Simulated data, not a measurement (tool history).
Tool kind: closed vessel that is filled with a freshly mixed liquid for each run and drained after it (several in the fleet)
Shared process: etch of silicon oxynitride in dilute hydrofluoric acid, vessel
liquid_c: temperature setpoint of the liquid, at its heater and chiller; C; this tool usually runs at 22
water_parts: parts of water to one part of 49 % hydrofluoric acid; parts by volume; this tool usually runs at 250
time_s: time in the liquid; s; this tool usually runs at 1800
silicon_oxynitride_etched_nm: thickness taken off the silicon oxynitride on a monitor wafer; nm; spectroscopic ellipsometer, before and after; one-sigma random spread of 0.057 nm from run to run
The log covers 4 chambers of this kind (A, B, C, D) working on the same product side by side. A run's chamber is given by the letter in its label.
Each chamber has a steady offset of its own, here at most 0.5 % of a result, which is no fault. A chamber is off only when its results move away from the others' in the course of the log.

run   hour  liquid_c  water_parts  time_s  read-back film thickness of the silicon oxynitride reference wafer, read on the same gauge (nm)  silicon_oxynitride_etched_nm
 1B    4.9        22          250    1800                                                                                              120                        8.5666
 2A    9.8        22          250    1800                                                                                           120.03                        8.3998
 3C   19.2        22          250    1800                                                                                           120.07                        8.3457
 4D   28.3        22          250    1800                                                                                              120                        8.3751
 5A   33.9        22          250    1800                                                                                           120.03                        8.4555
 6B   40.6        22          250    1800                                                                                           119.99                        8.4479
 7C   47.8        22          250    1800                                                                                           119.98                        8.4458
 8D   55.1        22          250    1800                                                                                           119.99                        8.4625
 9D     63        22          250    1800                                                                                           120.02                        8.3557
10C   72.3        22          250    1800                                                                                           120.01                        8.3732
11B   79.4        22          250    1800                                                                                           119.99                         8.547
12A   88.5        22          250    1800                                                                                           120.01                        8.3409
13A   98.4        22          250    1800                                                                                              120                        8.4288
14D  106.3        22          250    1330                                                                                           119.97                        6.2078
15B  110.7        22          250    1330                                                                                              120                        6.1847
16C  116.7        22          250    1330                                                                                           119.99                        6.1553
17B  122.3        22          250    1330                                                                                           120.02                         6.273
18D  132.2        22          250    1800                                                                                           120.02                        8.3858
19C    139        22          250    1800                                                                                           120.04                        8.2331
20A  148.9        22          205     895                                                                                           119.99                        5.3087
21C  153.9        22          205     895                                                                                           120.02                        5.1803
22A  162.5        22          205     895                                                                                              120                        5.2252
23B    169        22          205     895                                                                                           119.95                        5.2667
24D  177.7        22          250    1800                                                                                           119.99                        8.4679
       180  -- chamber A: thermometer replaced
25D  183.5        22          250    1800                                                                                           119.99                        8.4225
26A  189.8        22          250    1800                                                                                           119.95                        8.4063
27C    199        22          250    1800                                                                                           120.01                        8.1229
28B  206.6        22          250    1800                                                                                           119.98                        8.4502
29C  212.2        22          250    1800                                                                                           119.99                        8.1178
30B  220.1        22          250    1800                                                                                           120.04                        8.3833
31D  228.2        22          250    1800                                                                                           120.01                        8.5059
32A  232.8        22          250    1800                                                                                           119.99                         8.488
     235.4  -- chamber B: hydrofluoric acid flow meter replaced
33C  240.3        20          250    1800                                                                                           120.01                        7.4176
34D  249.7        20          250    1800                                                                                           119.99                        7.7549
35A  255.5        20          250    1800                                                                                           119.98                        7.6628
36B  263.5        20          250    1800                                                                                           120.04                        7.7289
37C  269.2        22          250    1800                                                                                           119.93                        7.9232
38B  278.2        22          250    1800                                                                                           120.06                        8.5436
39A  287.7        22          250    1800                                                                                           119.98                        8.3827
40D  295.5        22          250    1800                                                                                           119.97                        8.3632
41D    302        22          250    1800                                                                                           120.02                        8.3639

Is one chamber off against the others, does the gauge drift, or is nothing wrong? If a chamber is off, say which, and what the likeliest cause is.

One chamber, C, drifts off from the rest bit by bit.
What lies behind it: hydrofluoric acid flow below the setpoint (%) = 6.1.
From this log alone, it may not be told apart from: liquid colder than its thermometer reads (K).

Which of the 4 candidates below, each the usual settings with something changed and its results left as question marks, puts chamber C back in line with what the other chambers give on the usual settings?
In-line tolerance around the mean of the other chambers on the usual settings: silicon_oxynitride_etched_nm 0.2 nm
42C-1  309.2        22          235    1910                                                                                                                              ?
42C-2  309.2        22          250    1580                                                                                                                              ?
42C-3  309.2        22          235    1800                                                                                                                              ?
42C-4  309.2        22          265    1800                                                                                                                              ?

The other chambers' mean on the usual settings: silicon_oxynitride_etched_nm 8.4214 nm
  run  silicon_oxynitride_etched_nm
42C-1                        8.9312
42C-2                        6.8718
42C-3                        8.4168
42C-4                        7.3089
42C-3 puts the chamber back in line with the other chambers.
